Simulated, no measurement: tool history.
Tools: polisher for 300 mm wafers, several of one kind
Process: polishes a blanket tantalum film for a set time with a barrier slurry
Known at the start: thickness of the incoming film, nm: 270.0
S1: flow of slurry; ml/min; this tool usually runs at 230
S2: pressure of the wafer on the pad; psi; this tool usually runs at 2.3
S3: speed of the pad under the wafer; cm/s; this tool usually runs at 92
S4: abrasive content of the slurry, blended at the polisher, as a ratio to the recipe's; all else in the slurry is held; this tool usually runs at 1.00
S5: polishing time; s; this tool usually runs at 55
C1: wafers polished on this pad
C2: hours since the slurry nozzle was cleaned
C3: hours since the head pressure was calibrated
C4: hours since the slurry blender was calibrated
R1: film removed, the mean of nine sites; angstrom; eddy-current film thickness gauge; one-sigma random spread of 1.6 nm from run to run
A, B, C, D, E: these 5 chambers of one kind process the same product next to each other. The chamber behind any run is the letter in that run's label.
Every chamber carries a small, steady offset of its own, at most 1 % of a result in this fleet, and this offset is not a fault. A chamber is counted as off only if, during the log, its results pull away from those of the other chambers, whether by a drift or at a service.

run	hour	S1	S2	S3	S4	S5	C1	C2	C3	C4	R1
# hour 2.7: chamber E: slurry nozzle cleaned
1D	4.3	230	2.3	92	1.00	55	727	99.0	1025.9	228.9	1127.8
2A	7.9	230	2.3	92	1.00	55	449	80.5	106.0	46.2	1175.6
# hour 11.0: chamber C: worn pad replaced by a new one
3E	12.6	230	2.3	92	1.00	55	510	10.0	740.1	171.3	1123.0
4B	15.2	230	2.3	92	1.00	55	242	171.2	507.0	27.7	1149.9
5C	19.3	230	2.3	92	1.00	55	91	290.7	306.4	299.1	1131.1
6D	22.9	230	2.3	92	1.00	55	929	117.6	1044.5	247.5	1117.4
7E	26.8	230	2.3	92	1.00	55	665	24.2	754.3	185.5	1155.8
# hour 29.0: chamber A: worn pad replaced by a new one
8C	31.1	230	2.3	92	1.00	55	219	302.5	318.2	310.9	1151.3
9B	34.2	190	2.3	92	1.00	55	449	190.2	526.0	46.7	1119.7
# hour 34.8: chamber E: slurry blender recalibrated
10A	37.8	190	2.3	92	1.00	55	96	110.4	135.9	76.1	1142.5
# hour 41.9: chamber D: worn pad replaced by a new one
11C	42.1	190	2.3	92	1.00	55	339	313.5	329.2	321.9	1125.7
12D	45.1	190	2.3	92	1.00	55	35	139.8	1066.7	269.7	1116.8
13B	47.3	190	2.3	92	1.00	55	592	203.3	539.1	59.8	1124.0
14A	50.7	230	2.3	92	1.00	55	236	123.3	148.8	89.0	1177.7
# hour 52.0: chamber B: worn pad replaced by a new one
15E	54.8	230	2.3	92	1.00	55	970	52.2	782.3	20.0	1156.0
# hour 55.3: chamber C: worn pad replaced by a new one
16C	57.3	230	2.3	92	1.00	55	22	328.7	344.4	337.1	1138.6
17A	60.0	230	2.3	92	1.00	55	338	132.6	158.1	98.3	1165.1
# hour 62.0: chamber E: worn pad replaced by a new one
18B	62.9	230	2.3	92	1.00	55	119	218.9	554.7	75.4	1127.8
19E	65.4	230	2.3	92	1.00	55	37	62.8	792.9	30.6	1136.9
20D	68.4	230	2.3	92	1.00	55	289	163.1	1090.0	293.0	1144.4
21C	73.3	230	2.3	92	1.00	55	196	344.7	360.4	353.1	1141.0
# hour 74.2: chamber D: slurry blender recalibrated
22A	76.6	230	2.3	92	1.00	55	519	149.2	174.7	114.9	1161.4
23B	79.1	230	2.3	92	1.00	55	295	235.1	570.9	91.6	1177.2
# hour 81.2: chamber A: worn pad replaced by a new one
# hour 81.6: chamber C: slurry blender recalibrated
24D	82.2	230	2.3	92	1.00	55	440	176.9	1103.8	8.0	1117.5
25E	84.5	230	2.3	92	1.00	55	245	81.9	812.0	49.7	1180.1
26E	88.1	230	2.3	92	1.00	55	284	85.5	815.6	53.3	1142.6
27A	91.3	230	2.3	92	1.00	55	110	163.9	189.4	129.6	1125.0
28B	95.8	230	2.3	92	1.00	55	478	251.8	587.6	108.3	1168.1
29C	99.3	230	2.3	92	1.00	55	480	370.7	386.4	17.8	1158.2
30D	102.3	230	2.3	92	1.00	55	659	197.0	1123.9	28.1	1140.6
31C	104.7	230	2.3	92	1.00	55	539	376.1	391.8	23.2	1154.9
# hour 104.9: chamber B: worn pad replaced by a new one
# hour 105.6: chamber D: slurry nozzle cleaned
32B	108.8	230	2.3	92	1.00	55	43	264.8	600.6	121.3	1169.4
# hour 113.1: chamber C: worn pad replaced by a new one
33D	113.5	230	2.3	92	1.00	55	781	7.9	1135.1	39.3	1154.8
34E	116.3	230	2.3	92	1.00	55	592	113.7	843.8	81.5	1139.2
35A	119.0	230	2.3	92	1.00	55	412	191.6	217.1	157.3	1166.7
36A	123.1	230	2.3	92	1.00	55	457	195.7	221.2	161.4	1136.6
# hour 125.3: chamber D: worn pad replaced by a new one
37B	126.1	230	2.3	92	1.00	55	231	282.1	617.9	138.6	1152.1
38C	130.2	230	2.3	92	1.00	55	186	401.6	417.3	48.7	1162.4
39D	133.4	230	2.3	92	1.00	55	88	27.8	1155.0	59.2	1150.7
# hour 135.6: chamber A: worn pad replaced by a new one
40E	137.7	230	2.3	92	1.00	55	825	135.1	865.2	102.9	1154.1
41A	141.1	230	2.3	110	1.15	55	59	213.7	239.2	179.4	1456.5
42E	145.8	230	2.3	110	1.15	55	913	143.2	873.3	111.0	1416.0

Has any chamber moved away from the others, gradually or after a service, or does the common gauge drift, or do the chambers differ only by their own small steady offsets? State the chamber and the most likely cause if one applies.

Neither any chamber nor the gauge drifts; the chambers differ only by their own small, steady offsets.
